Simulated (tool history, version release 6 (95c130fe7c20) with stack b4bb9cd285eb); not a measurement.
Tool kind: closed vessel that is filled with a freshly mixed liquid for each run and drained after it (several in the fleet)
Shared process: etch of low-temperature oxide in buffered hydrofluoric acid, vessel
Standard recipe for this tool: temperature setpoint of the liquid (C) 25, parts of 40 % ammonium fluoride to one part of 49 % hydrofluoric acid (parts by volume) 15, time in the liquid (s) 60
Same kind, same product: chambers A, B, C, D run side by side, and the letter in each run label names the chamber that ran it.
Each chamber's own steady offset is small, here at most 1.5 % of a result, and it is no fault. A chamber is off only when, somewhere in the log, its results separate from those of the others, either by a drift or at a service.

run,day,temperature setpoint of the liquid (C),parts of 40 % ammonium fluoride to one part of 49 % hydrofluoric acid (parts by volume),time in the liquid (s),hours since the thermometer was replaced,hours since the hydrofluoric acid flow meter was replaced,"read-back film thickness of the low-temperature oxide reference wafer, read on the same gauge (nm)",thickness taken off the low-temperature oxide on a monitor wafer (angstrom)
1B,0.542,25,15,60,746.3,53,29.969,1639.6
2A,0.917,25,15,60,1385.2,138.5,30.005,1657.7
3C,1.317,25,15,60,2372.2,319.4,29.97,1654.3
4D,1.554,25,15,60,342.7,495.7,29.969,1651.9
5C,2.058,25,15,60,2390,337.2,30.035,1650.1
6B,2.329,25,15,60,789.2,95.9,30,1644
7D,2.621,21.5,15,70,368.3,521.3,29.983,1606.7
# day 2.817: chamber C: hydrofluoric acid flow meter replaced
8A,2.908,21.5,15,70,1433,186.3,29.965,1597.6
9D,3.15,21.5,15,70,381,534,29.977,1613.4
10C,3.604,21.5,15,70,2427.1,19,29.983,1600.5
11A,3.992,25,15,60,1459,212.3,29.958,1658.7
12B,4.296,25,15,60,836.4,143.1,30.012,1625.5
13D,4.792,25,15,60,420.4,573.4,29.998,1651.1
14C,5.125,25,15,60,2463.6,55.5,30.028,1659.6
15B,5.404,25,15,60,863,169.7,30.026,1640
16A,5.742,25,15,60,1501,254.3,30.004,1657.9
17C,6.008,25,15,60,2484.8,76.7,30.018,1654.6
18B,6.508,25,15,60,889.5,196.2,29.993,1618.1
19A,6.8,25,15,60,1526.4,279.7,30,1664.1
20D,7.046,25,15,60,474.5,627.5,29.967,1657.7
21B,7.4,25,15,60,910.9,217.6,30.011,1598.5
22C,7.896,21.5,15,60,2530.1,122,30.004,1368.3
23A,8.388,21.5,15,60,1564.5,317.8,30.007,1353.1
24D,8.804,21.5,15,60,516.7,669.7,30.023,1377.5
25B,9.183,21.5,15,60,953.7,260.4,29.974,1312.4
26D,9.654,25,15,60,537.1,690.1,30.009,1650.1
27C,9.979,25,15,60,2580.1,172,30.036,1659.5
28A,10.246,25,15,60,1609.1,362.4,30.006,1652.9
29C,10.596,25,15,60,2594.9,186.8,30.009,1654.7
# day 10.875: chamber D: thermometer replaced
30D,11.138,25,15,60,6.3,725.7,30.013,1666.3
31A,11.467,25,15,60,1638.4,391.7,29.965,1655.3
32B,11.829,25,15,60,1017.2,323.9,29.973,1568

All 4 chambers run these settings next. Forecast each chamber's results:
33A,12.217,27,15,60,,,,?
33B,12.217,27,15,60,,,,?
33C,12.217,27,15,60,,,,?
33D,12.217,27,15,60,,,,?

run,thickness taken off the low-temperature oxide on a monitor wafer (angstrom)
33A,1815.5
33B,1735.9
33C,1847.9
33D,1859.6

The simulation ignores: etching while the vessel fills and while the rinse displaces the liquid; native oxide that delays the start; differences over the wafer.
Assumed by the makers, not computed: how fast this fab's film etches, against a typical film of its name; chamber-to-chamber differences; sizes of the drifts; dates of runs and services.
